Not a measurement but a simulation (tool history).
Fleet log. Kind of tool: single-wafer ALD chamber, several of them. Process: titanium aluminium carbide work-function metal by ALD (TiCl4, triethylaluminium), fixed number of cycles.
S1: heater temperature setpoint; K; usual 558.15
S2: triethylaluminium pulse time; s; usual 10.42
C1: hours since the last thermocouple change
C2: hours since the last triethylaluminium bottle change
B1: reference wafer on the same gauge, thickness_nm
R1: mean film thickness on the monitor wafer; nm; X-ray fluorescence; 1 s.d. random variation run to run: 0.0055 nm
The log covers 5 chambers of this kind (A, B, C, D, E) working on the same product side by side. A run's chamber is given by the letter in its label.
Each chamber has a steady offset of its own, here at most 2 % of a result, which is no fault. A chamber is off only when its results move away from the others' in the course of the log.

{"run": "1D", "hour": 2.9, "S1": 558.15, "S2": 10.42, "C1": 1081.2, "C2": 205.3, "B1": 1.5493, "R1": 1.8774}
{"run": "2A", "hour": 7.3, "S1": 558.15, "S2": 10.42, "C1": 1221.7, "C2": 234.7, "B1": 1.5491, "R1": 1.9161}
{"run": "3E", "hour": 10.2, "S1": 558.15, "S2": 10.42, "C1": 84.4, "C2": 1273.7, "B1": 1.5483, "R1": 1.8893}
{"run": "4C", "hour": 13.1, "S1": 558.15, "S2": 10.42, "C1": 653.3, "C2": 217.1, "B1": 1.5499, "R1": 1.8674}
{"run": "5B", "hour": 16.4, "S1": 558.15, "S2": 10.42, "C1": 1684.9, "C2": 1457.0, "B1": 1.5501, "R1": 1.859}
{"run": "6A", "hour": 18.7, "S1": 558.15, "S2": 10.42, "C1": 1233.1, "C2": 246.1, "B1": 1.5501, "R1": 1.9163}
{"run": "7D", "hour": 21.4, "S1": 551.15, "S2": 10.42, "C1": 1099.7, "C2": 223.8, "B1": 1.5503, "R1": 1.8121}
{"run": "8C", "hour": 26.0, "S1": 551.15, "S2": 10.42, "C1": 666.2, "C2": 230.0, "B1": 1.5506, "R1": 1.8113}
{"run": "9B", "hour": 29.9, "S1": 551.15, "S2": 10.42, "C1": 1698.4, "C2": 1470.5, "B1": 1.5494, "R1": 1.7969}
{"run": "10E", "hour": 34.1, "S1": 551.15, "S2": 10.42, "C1": 108.3, "C2": 1297.6, "B1": 1.5496, "R1": 1.8258}
{"run": "11D", "hour": 37.9, "S1": 551.15, "S2": 10.42, "C1": 1116.2, "C2": 240.3, "B1": 1.5506, "R1": 1.8236}
{"run": "12E", "hour": 42.7, "S1": 558.15, "S2": 10.42, "C1": 116.9, "C2": 1306.2, "B1": 1.5504, "R1": 1.8827}
{"run": "13B", "hour": 45.2, "S1": 558.15, "S2": 10.42, "C1": 1713.7, "C2": 1485.8, "B1": 1.5499, "R1": 1.8692}
{"run": "14C", "hour": 50.0, "S1": 558.15, "S2": 10.42, "C1": 690.2, "C2": 254.0, "B1": 1.55, "R1": 1.866}
{"run": "15A", "hour": 54.6, "S1": 558.15, "S2": 10.42, "C1": 1269.0, "C2": 282.0, "B1": 1.5503, "R1": 1.9223}
{"run": "16A", "hour": 57.1, "S1": 558.15, "S2": 10.42, "C1": 1271.5, "C2": 284.5, "B1": 1.5512, "R1": 1.924}
{"run": "17E", "hour": 60.6, "S1": 568.15, "S2": 7.84, "C1": 134.8, "C2": 1324.1, "B1": 1.5498, "R1": 1.8928}
{"run": "18C", "hour": 64.6, "S1": 568.15, "S2": 7.84, "C1": 704.8, "C2": 268.6, "B1": 1.5503, "R1": 1.8772}
{"run": "19D", "hour": 68.8, "S1": 568.15, "S2": 7.84, "C1": 1147.1, "C2": 271.2, "B1": 1.5499, "R1": 1.8771}
{"run": "20B", "hour": 73.5, "S1": 568.15, "S2": 7.84, "C1": 1742.0, "C2": 1514.1, "B1": 1.5513, "R1": 1.864}
{"run": "21E", "hour": 77.4, "S1": 568.15, "S2": 7.84, "C1": 151.6, "C2": 1340.9, "B1": 1.5504, "R1": 1.8946}
{"run": "22B", "hour": 82.2, "S1": 558.15, "S2": 10.42, "C1": 1750.7, "C2": 1522.8, "B1": 1.55, "R1": 1.8684}
{"run": "23A", "hour": 85.3, "S1": 558.15, "S2": 10.42, "C1": 1299.7, "C2": 312.7, "B1": 1.5504, "R1": 1.9151}
{"run": "24C", "hour": 89.2, "S1": 558.15, "S2": 10.42, "C1": 729.4, "C2": 293.2, "B1": 1.5499, "R1": 1.872}
{"run": "25D", "hour": 94.4, "S1": 558.15, "S2": 10.42, "C1": 1172.7, "C2": 296.8, "B1": 1.5504, "R1": 1.8784}
{"run": "26A", "hour": 98.9, "S1": 558.15, "S2": 10.42, "C1": 1313.3, "C2": 326.3, "B1": 1.55, "R1": 1.9219}
{"run": "27E", "hour": 102.3, "S1": 558.15, "S2": 10.42, "C1": 176.5, "C2": 1365.8, "B1": 1.5493, "R1": 1.8954}
{"run": "28B", "hour": 104.9, "S1": 558.15, "S2": 10.42, "C1": 1773.4, "C2": 1545.5, "B1": 1.5495, "R1": 1.858}
{"run": "29C", "hour": 110.0, "S1": 558.15, "S2": 10.42, "C1": 750.2, "C2": 314.0, "B1": 1.5504, "R1": 1.8675}
{"run": "30D", "hour": 113.9, "S1": 558.15, "S2": 10.42, "C1": 1192.2, "C2": 316.3, "B1": 1.55, "R1": 1.8832}
{"run": "31E", "hour": 117.6, "S1": 558.15, "S2": 10.42, "C1": 191.8, "C2": 1381.1, "B1": 1.55, "R1": 1.8881}
{"run": "32B", "hour": 120.7, "S1": 558.15, "S2": 10.42, "C1": 1789.2, "C2": 1561.3, "B1": 1.5499, "R1": 1.8602}
{"run": "33D", "hour": 123.8, "S1": 558.15, "S2": 10.42, "C1": 1202.1, "C2": 326.2, "B1": 1.5504, "R1": 1.8736}
{"run": "34A", "hour": 129.1, "S1": 558.15, "S2": 10.42, "C1": 1343.5, "C2": 356.5, "B1": 1.55, "R1": 1.9153}
{"run": "35C", "hour": 133.6, "S1": 558.15, "S2": 10.42, "C1": 773.8, "C2": 337.6, "B1": 1.5504, "R1": 1.864}
{"run": "36E", "hour": 136.0, "S1": 558.15, "S2": 10.42, "C1": 210.2, "C2": 1399.5, "B1": 1.5508, "R1": 1.8813}
{"run": "37B", "hour": 140.9, "S1": 558.15, "S2": 10.42, "C1": 1809.4, "C2": 1581.5, "B1": 1.5502, "R1": 1.8614}
{"run": "38D", "hour": 145.4, "S1": 558.15, "S2": 10.42, "C1": 1223.7, "C2": 347.8, "B1": 1.5503, "R1": 1.8696}

Decide between three cases: one chamber stands off from its peers, the gauge reading all wafers drifts, or nothing is wrong past each chamber's small offset. Where a chamber is off, say which and what most likely put it there.

All chambers stay in line apart from their small fixed offsets, and the gauge does not drift.
